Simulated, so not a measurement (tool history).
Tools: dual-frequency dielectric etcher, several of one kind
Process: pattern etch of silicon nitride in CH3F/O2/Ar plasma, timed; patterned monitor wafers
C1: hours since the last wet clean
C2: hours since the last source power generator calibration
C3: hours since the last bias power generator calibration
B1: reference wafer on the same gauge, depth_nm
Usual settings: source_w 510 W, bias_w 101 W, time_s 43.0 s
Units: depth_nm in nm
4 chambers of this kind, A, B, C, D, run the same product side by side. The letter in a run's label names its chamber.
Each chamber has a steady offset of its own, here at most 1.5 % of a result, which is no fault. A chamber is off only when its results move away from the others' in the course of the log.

Run 1C, hour 4.2: usual settings; C1 234.1; C2 1261.7; C3 1418.5; B1 39.091. Result: depth_nm 36.921 nm.
Run 2A, hour 7.5: usual settings; C1 531.2; C2 205.2; C3 1654.2; B1 39.087. Result: depth_nm 36.931 nm.
Run 3D, hour 9.8: usual settings; C1 178.1; C2 1776.8; C3 1350.7; B1 39.089. Result: depth_nm 37.401 nm.
Run 4B, hour 13.2: usual settings; C1 292.2; C2 2262.3; C3 1524.2; B1 39.130. Result: depth_nm 37.229 nm.
Run 5D, hour 15.7: usual settings; C1 184.0; C2 1782.7; C3 1356.6; B1 39.114. Result: depth_nm 37.738 nm.
Run 6A, hour 20.8: usual settings but bias_w 120 W; C1 544.5; C2 218.5; C3 1667.5; B1 39.138. Result: depth_nm 39.492 nm.
Run 7B, hour 24.0: usual settings but bias_w 120 W; C1 303.0; C2 2273.1; C3 1535.0; B1 39.098. Result: depth_nm 39.546 nm.
Run 8C, hour 26.8: usual settings but bias_w 120 W; C1 256.7; C2 1284.3; C3 1441.1; B1 39.101. Result: depth_nm 39.641 nm.
Run 9B, hour 30.4: usual settings but bias_w 120 W; C1 309.4; C2 2279.5; C3 1541.4; B1 39.130. Result: depth_nm 39.756 nm.
Run 10D, hour 35.2: usual settings; C1 203.5; C2 1802.2; C3 1376.1; B1 39.079. Result: depth_nm 37.617 nm.
Run 11C, hour 38.5: usual settings; C1 268.4; C2 1296.0; C3 1452.8; B1 39.104. Result: depth_nm 37.433 nm.
Run 12A, hour 41.5: usual settings; C1 565.2; C2 239.2; C3 1688.2; B1 39.108. Result: depth_nm 36.963 nm.
Run 13A, hour 45.0: usual settings; C1 568.7; C2 242.7; C3 1691.7; B1 39.162. Result: depth_nm 37.274 nm.
Run 14B, hour 49.0: usual settings; C1 328.0; C2 2298.1; C3 1560.0; B1 39.088. Result: depth_nm 37.115 nm.
Run 15C, hour 52.6: usual settings; C1 282.5; C2 1310.1; C3 1466.9; B1 39.103. Result: depth_nm 37.511 nm.
Run 16D, hour 56.7: usual settings; C1 225.0; C2 1823.7; C3 1397.6; B1 39.076. Result: depth_nm 37.653 nm.
Run 17D, hour 60.8: usual settings; C1 229.1; C2 1827.8; C3 1401.7; B1 39.085. Result: depth_nm 37.864 nm.
Run 18C, hour 65.6: usual settings; C1 295.5; C2 1323.1; C3 1479.9; B1 39.084. Result: depth_nm 37.447 nm.
Run 19A, hour 68.7: usual settings but source_w 630 W, bias_w 125 W; C1 592.4; C2 266.4; C3 1715.4; B1 39.118. Result: depth_nm 42.970 nm.
Run 20B, hour 74.1: usual settings but source_w 630 W, bias_w 125 W; C1 353.1; C2 2323.2; C3 1585.1; B1 39.093. Result: depth_nm 43.488 nm.
Run 21A, hour 78.4: usual settings but source_w 630 W, bias_w 125 W; C1 602.1; C2 276.1; C3 1725.1; B1 39.100. Result: depth_nm 43.026 nm.
Run 22B, hour 82.2: usual settings but source_w 630 W, bias_w 125 W; C1 361.2; C2 2331.3; C3 1593.2; B1 39.086. Result: depth_nm 43.435 nm.
Run 23C, hour 86.5: usual settings; C1 316.4; C2 1344.0; C3 1500.8; B1 39.134. Result: depth_nm 37.403 nm.
Run 24D, hour 91.0: usual settings; C1 259.3; C2 1858.0; C3 1431.9; B1 39.066. Result: depth_nm 37.733 nm.
Run 25C, hour 95.5: usual settings; C1 325.4; C2 1353.0; C3 1509.8; B1 39.095. Result: depth_nm 37.268 nm.
Run 26A, hour 99.2: usual settings; C1 622.9; C2 296.9; C3 1745.9; B1 39.151. Result: depth_nm 37.228 nm.
Run 27D, hour 101.6: usual settings; C1 269.9; C2 1868.6; C3 1442.5; B1 39.085. Result: depth_nm 37.512 nm.
Run 28B, hour 105.7: usual settings; C1 384.7; C2 2354.8; C3 1616.7; B1 39.116. Result: depth_nm 36.840 nm.
At hour 110.3: chamber C: wet clean of the chamber.
Run 29C, hour 110.9: usual settings but time_s 38.5 s; C1 0.6; C2 1368.4; C3 1525.2; B1 39.094. Result: depth_nm 33.680 nm.
Run 30D, hour 113.8: usual settings but time_s 38.5 s; C1 282.1; C2 1880.8; C3 1454.7; B1 39.088. Result: depth_nm 33.860 nm.

What goes on in this fleet: one chamber off, a drifting gauge, or nothing beyond the chambers' own small offsets? Name the chamber and the cause, if any.

No chamber stands off beyond its own small offset, and the gauge holds steady.

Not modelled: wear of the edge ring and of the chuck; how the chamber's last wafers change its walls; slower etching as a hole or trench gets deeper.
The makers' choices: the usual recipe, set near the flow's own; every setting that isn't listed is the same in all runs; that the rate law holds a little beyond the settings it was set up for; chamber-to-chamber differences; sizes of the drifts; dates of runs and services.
